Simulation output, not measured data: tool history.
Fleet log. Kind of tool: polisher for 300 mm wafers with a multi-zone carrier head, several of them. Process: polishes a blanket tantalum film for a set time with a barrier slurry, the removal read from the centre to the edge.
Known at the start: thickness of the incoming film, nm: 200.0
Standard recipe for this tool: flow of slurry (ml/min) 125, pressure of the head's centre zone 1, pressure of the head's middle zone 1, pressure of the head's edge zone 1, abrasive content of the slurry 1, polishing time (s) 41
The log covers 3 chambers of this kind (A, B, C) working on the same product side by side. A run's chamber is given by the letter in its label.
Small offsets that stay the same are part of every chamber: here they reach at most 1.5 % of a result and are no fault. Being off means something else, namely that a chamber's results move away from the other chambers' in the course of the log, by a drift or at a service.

run,hour,flow of slurry (ml/min),pressure of the head's centre zone,pressure of the head's middle zone,pressure of the head's edge zone,abrasive content of the slurry,polishing time (s),film removed at the wafer's centre (nm),film removed at mid-radius (nm),film removed at the wafer's edge (nm)
1A,8.2,125,1,1,1,1,41,80.14,78.898,79.15
2C,16.3,125,1,1,1,1,41,78.861,78.802,78.383
# hour 18.3: chamber A: worn pad replaced by a new one
# hour 21.8: chamber B: slurry nozzle cleaned
3B,26.9,125,1,1,1,1,41,79.606,76.758,78.705
4C,35.9,125,1,1,1,1,41,78.575,77.86,78.124
5A,43.2,125,1,1,1,1,41,78.186,77.78,79.6
# hour 44: chamber B: worn pad replaced by a new one
6B,51.9,125,1,1,1,1,41,80.114,78.589,79.335
7C,58.4,125,1,1,1,1,41,77.757,76.86,78.96
8A,69.5,125,1,1,1,1,41,77.757,78.539,80.041
9B,81.2,125,1,1,1,1,41,78.799,78.096,79.344
10C,87.9,125,1,1,1,1,41,78.453,76.81,78.748
11A,97.6,125,1,1,1,1,41,78.149,78.612,78.994
# hour 101: chamber C: worn pad replaced by a new one
12B,109.3,125,1,1,1,1,41,78.776,78.726,78.21
# hour 114.6: chamber B: worn pad replaced by a new one
# hour 118.9: chamber A: worn pad replaced by a new one
13B,121.6,125,1,1,1,1,41,79.651,78.7,79.062
14C,128.8,125,1,1,1,1,41,78.055,78.36,78.201
# hour 132.2: chamber B: centre zone pressure recalibrated
15A,137.7,125,1,1,1,1,41,79.411,79.723,79.583
16C,146.6,125,0.94,1,1,1,32,57.692,61.345,60.932
17A,157.3,125,0.94,1,1,1,32,57.654,60.915,62.644
18B,164.8,125,0.94,1,1,1,32,58.006,60.397,61.726
19A,173.4,125,1,1,1.1,1,41,78.136,78.765,84.305
20B,184.5,125,1,1,1.1,1,41,77.552,77.929,83.351
21C,192.5,125,1,1,1.1,1,41,78.141,77.421,83.201
# hour 192.9: chamber C: edge zone pressure recalibrated
# hour 195.4: chamber B: worn pad replaced by a new one
22C,202.7,125,1,1,1,1,41,77.748,77.672,78.285
23A,208.6,160,1,0.95,1,1,41,81.925,78.886,82.17
24B,214.4,160,1,0.95,1,1,41,82.583,77.396,80.801
# hour 221.3: chamber C: worn pad replaced by a new one
25B,226.1,160,1,0.95,1,1,41,83.022,76.416,81.52
# hour 230.4: chamber A: centre zone pressure recalibrated
26C,234.6,125,1,1,1,1,41,76.858,78.793,79.315
# hour 236.4: chamber A: slurry nozzle cleaned
# hour 243.7: chamber A: worn pad replaced by a new one
27A,245.6,125,1,1,1,1,41,72.138,78.204,79.617
28B,253.3,125,1,1,1,1,41,79.332,76.948,78.554
29C,259.9,125,1,1,1,1,41,76.96,76.879,77.588
30A,267.3,125,1,1,1,1,41,72.499,79.762,79.496
# hour 270.1: chamber B: worn pad replaced by a new one
31C,275.3,125,1,1,1,1,41,78.034,76.829,78.373
32B,286.8,125,1,1,1,1,41,79.234,77.976,77.952
33A,298.5,125,1,1,1,1,41,73.296,77.716,79.793
34B,304.3,125,1,1,1,1,41,78.848,77.791,79.644
35A,311.8,125,1,1,1,1,41,72.665,78.239,79.807
# hour 317.9: chamber C: centre zone pressure recalibrated
36C,323,125,1,1,1,1,41,77.227,76.928,78.796
# hour 324: chamber C: worn pad replaced by a new one
37A,334,125,1,1,1,1,41,72.205,79.958,77.641
# hour 337.1: chamber B: worn pad replaced by a new one
# hour 337.9: chamber B: slurry nozzle cleaned
38B,343.5,125,1,1,1,1,41,79.861,80.151,79.425
39C,353.7,125,1,1,1,1,41,78.322,76.625,78.233
40C,361.6,125,1,1,1,1,41,77.952,76.637,78.907

Has any chamber moved away from the others, gradually or after a service, or does the common gauge drift, or do the chambers differ only by their own small steady offsets? State the chamber and the most likely cause if one applies.

A service on chamber A put it out of line with the rest.
Likeliest cause: centre zone's pressure below its setpoint, % = 6.84.

Here are 4 candidates for chamber A's next run, each the usual settings with a change, their results left as question marks. Which one brings its results back in line with what the others give on the usual settings?
In-line tolerance around the mean of the other chambers on the usual settings: film removed at the wafer's centre (nm) 2.9; film removed at mid-radius (nm) 3.1; film removed at the wafer's edge (nm) 2.2
41A-1,370.4,120,0.94,1.02,1.02,1,41,?,?,?
41A-2,370.4,135,1.12,0.97,0.96,1,41,?,?,?
41A-3,370.4,130,1.06,0.98,0.98,1,41,?,?,?
41A-4,370.4,115,0.89,1.03,1.03,1,41,?,?,?

On the usual settings, the other chambers give on average: film removed at the wafer's centre (nm) 78.277; film removed at mid-radius (nm) 77.952; film removed at the wafer's edge (nm) 78.634
run,film removed at the wafer's centre (nm),film removed at mid-radius (nm),film removed at the wafer's edge (nm)
41A-1,67.154,79.646,79.559
41A-2,83.601,78.012,78.541
41A-3,78.073,78.138,78.929
41A-4,62.532,79.574,79.404
41A-3 brings the chamber back in line.
